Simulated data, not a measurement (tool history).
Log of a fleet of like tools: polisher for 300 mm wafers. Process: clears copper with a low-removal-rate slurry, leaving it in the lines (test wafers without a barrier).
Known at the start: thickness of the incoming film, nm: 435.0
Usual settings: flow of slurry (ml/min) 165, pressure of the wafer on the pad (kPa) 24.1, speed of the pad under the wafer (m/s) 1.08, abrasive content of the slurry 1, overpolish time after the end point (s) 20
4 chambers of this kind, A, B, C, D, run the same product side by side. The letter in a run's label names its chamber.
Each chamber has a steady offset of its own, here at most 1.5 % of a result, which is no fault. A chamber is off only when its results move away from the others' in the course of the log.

run	day	flow of slurry (ml/min)	pressure of the wafer on the pad (kPa)	speed of the pad under the wafer (m/s)	abrasive content of the slurry	overpolish time after the end point (s)	time until the end point was called (s)	dishing of a wide line in a test structure (Å)
# day 0.125: chamber D: slurry blender recalibrated
1B	0.158	165	24.1	1.08	1	20	126.38	373.07
2C	0.3	165	24.1	1.08	1	20	126.23	386.02
# day 0.342: chamber D: worn pad replaced by a new one
3D	0.558	165	24.1	1.08	1	20	125.79	392.72
4A	0.704	165	24.1	1.08	1	20	122.71	403.21
5B	0.954	125	24.1	1.08	1	9	129.69	204.46
6A	1.092	125	24.1	1.08	1	9	130.82	202.43
7C	1.279	125	24.1	1.08	1	9	131.47	210.61
8D	1.425	125	24.1	1.08	1	9	129.98	202.83
9D	1.562	165	24.1	1.08	1	20	123.91	388.21
10C	1.688	165	24.1	1.08	1.2	20	120.78	398.26
11A	1.921	165	24.1	1.08	1.2	20	118.89	401.01
12B	2.129	165	24.1	1.08	1.2	20	117.75	400.45
13A	2.288	165	24.1	1.08	1.2	20	117.66	389.96
14C	2.442	165	24.1	1.08	1	20	125.6	398.69
15D	2.6	165	24.1	1.08	1	20	127.41	382.15
# day 2.808: chamber B: worn pad replaced by a new one
16B	2.867	165	24.1	1.08	1	20	121.95	407.24
17A	3.092	165	24.1	1.08	1	20	127.97	379.42
# day 3.258: chamber C: worn pad replaced by a new one
18B	3.258	165	24.1	1.08	1	20	117.1	403.71
19C	3.408	165	24.1	1.08	1	20	129.23	386.61
# day 3.55: chamber C: head pressure recalibrated
20D	3.558	165	24.1	1.08	1	20	125.33	399.64
# day 3.596: chamber A: slurry nozzle cleaned
21A	3.696	165	24.1	1.08	1	20	123.17	398.26
22D	3.912	165	24.1	1.08	1	20	123.89	391.13
23B	4.046	165	24.1	1.08	1	20	117.05	391.49
# day 4.062: chamber A: slurry blender recalibrated
24C	4.288	165	24.1	1.08	1	20	122.1	388.24
25C	4.467	165	24.1	1.08	1	20	129.13	409.06
# day 4.508: chamber B: slurry blender recalibrated
26B	4.729	165	24.1	1.08	1	20	113.35	403.29
27D	4.896	135	24.1	1.08	1	20	129.47	365.01
# day 4.983: chamber D: head pressure recalibrated
28A	5.129	135	24.1	1.08	1	20	132.1	373.73
# day 5.188: chamber D: worn pad replaced by a new one
29C	5.279	135	24.1	1.08	1	20	132.05	368.98
30B	5.554	135	24.1	1.08	1	20	114.7	423.76
31D	5.696	165	24.1	1.08	1	20	120.71	393.29
32A	5.946	165	24.1	1.08	1	20	125.63	388.63

All 4 chambers run these settings next. Forecast each chamber's results:
33A	6.146	165	24.1	1.08	1	28	?	?
33B	6.146	165	24.1	1.08	1	28	?	?
33C	6.146	165	24.1	1.08	1	28	?	?
33D	6.146	165	24.1	1.08	1	28	?	?

run	time until the end point was called (s)	dishing of a wide line in a test structure (Å)
33A	126.45	486.36
33B	111.35	509.18
33C	127.83	459.21
33D	125.09	502.18
